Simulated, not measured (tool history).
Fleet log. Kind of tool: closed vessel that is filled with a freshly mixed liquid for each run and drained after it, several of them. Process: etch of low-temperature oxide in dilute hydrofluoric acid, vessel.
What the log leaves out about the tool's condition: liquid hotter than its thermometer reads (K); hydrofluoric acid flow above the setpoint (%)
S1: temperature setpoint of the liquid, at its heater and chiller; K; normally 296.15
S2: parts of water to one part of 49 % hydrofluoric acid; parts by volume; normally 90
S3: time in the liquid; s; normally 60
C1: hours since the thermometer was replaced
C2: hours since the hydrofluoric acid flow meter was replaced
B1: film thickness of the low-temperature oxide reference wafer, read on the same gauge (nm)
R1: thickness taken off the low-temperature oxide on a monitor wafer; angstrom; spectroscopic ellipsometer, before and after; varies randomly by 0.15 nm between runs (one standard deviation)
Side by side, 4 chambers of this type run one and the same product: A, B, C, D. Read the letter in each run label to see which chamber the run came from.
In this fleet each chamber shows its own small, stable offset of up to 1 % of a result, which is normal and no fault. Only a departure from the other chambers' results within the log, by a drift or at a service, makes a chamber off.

run   hour      S1   S2  S3     C1      C2      B1      R1
 1C    7.3  296.15   90  60  669.1  1737.4  109.97  164.19
 2A   15.2  296.15   90  60  677.4  1566.1  110.03  164.13
 3B   25.4  296.15   90  60  445.1  1903.2     110   160.7
 4D   32.2  296.15   90  60  301.9   276.1     110  163.45
 5B   37.6  291.65  120  60  457.3  1915.4  110.01  98.511
 6C   47.1  291.65  120  60  708.9  1777.2  109.98  96.976
 7D   57.1  291.65  120  60  326.8     301     110  99.096
 8A   63.2  291.65  120  60  725.4  1614.1  109.99  98.674
 9B   69.7  296.15   90  60  489.4  1947.5  110.01  162.81
10D   75.5  296.15   90  60  345.2   319.4  109.99  161.82
11A   84.4  296.15   90  60  746.6  1635.3  110.01  165.03
      86.1  -- chamber C: thermometer replaced
12C   91.7  296.15   90  60    5.6  1821.8  109.99  165.96
13B   97.7  296.15   90  60  517.4  1975.5  110.01  160.93
14A  103.4  296.15   90  60  765.6  1654.3  109.99  161.37
15D    108  292.15   90  75  377.7   351.9  110.01  175.52
16C    113  292.15   90  75   26.9  1843.1  110.02  176.31
17C  117.5  292.15   90  75   31.4  1847.6     110  171.32
18A  124.6  292.15   90  75  786.8  1675.5  109.99  174.38
19B  134.4  296.15   90  60  554.1  2012.2     110  163.79
20D  139.3  296.15   90  60    409   383.2     110   161.4
21B  146.9  296.15   90  60  566.6  2024.7  110.03  166.83
22D  155.5  296.15   90  60  425.2   399.4     110  163.73
23A  165.2  296.15   90  60  827.4  1716.1  109.99  165.17
24C  173.7  296.15   90  60   87.6  1903.8  109.99  163.26
25A  181.3  296.15   90  60  843.5  1732.2     110  162.63
26B    187  296.15   90  60  606.7  2064.8  109.99  170.22
27C  192.1  291.65   70  60    106  1922.2     110  177.45
28D  197.3  291.65   70  60    467   441.2     110  178.73
29A  206.3  291.65   70  60  868.5  1757.2  110.01  179.28
30B  211.8  291.65   70  60  631.5  2089.6  110.01  188.79
31D  220.1  296.15   90  60  489.8     464  109.99  162.47
32C  226.3  296.15   90  60  140.2  1956.4     110   163.4
33A  234.8  299.15   90  60    897  1785.7  109.99  183.23
34C  240.7  299.15   90  60  154.6  1970.8  110.01  183.44
35B  248.6  299.15   90  60  668.3  2126.4  109.99     198
36D  256.8  299.15   90  60  526.5   500.7     110  183.27
37B    265  296.15   50  85  684.7  2142.8  110.02   474.7
38C  273.7  296.15   50  85  187.6  2003.8  110.01  447.14
39D  282.6  296.15   50  85  552.3   526.5  110.01  431.32

Next, all 4 chambers run the settings below, one line each with question marks for the results. What does each chamber give?
40A   290  296.15  90  60               ?
40B   290  296.15  90  60               ?
40C   290  296.15  90  60               ?
40D   290  296.15  90  60               ?

run      R1
40A  162.74
40B  180.57
40C   162.6
40D  161.25
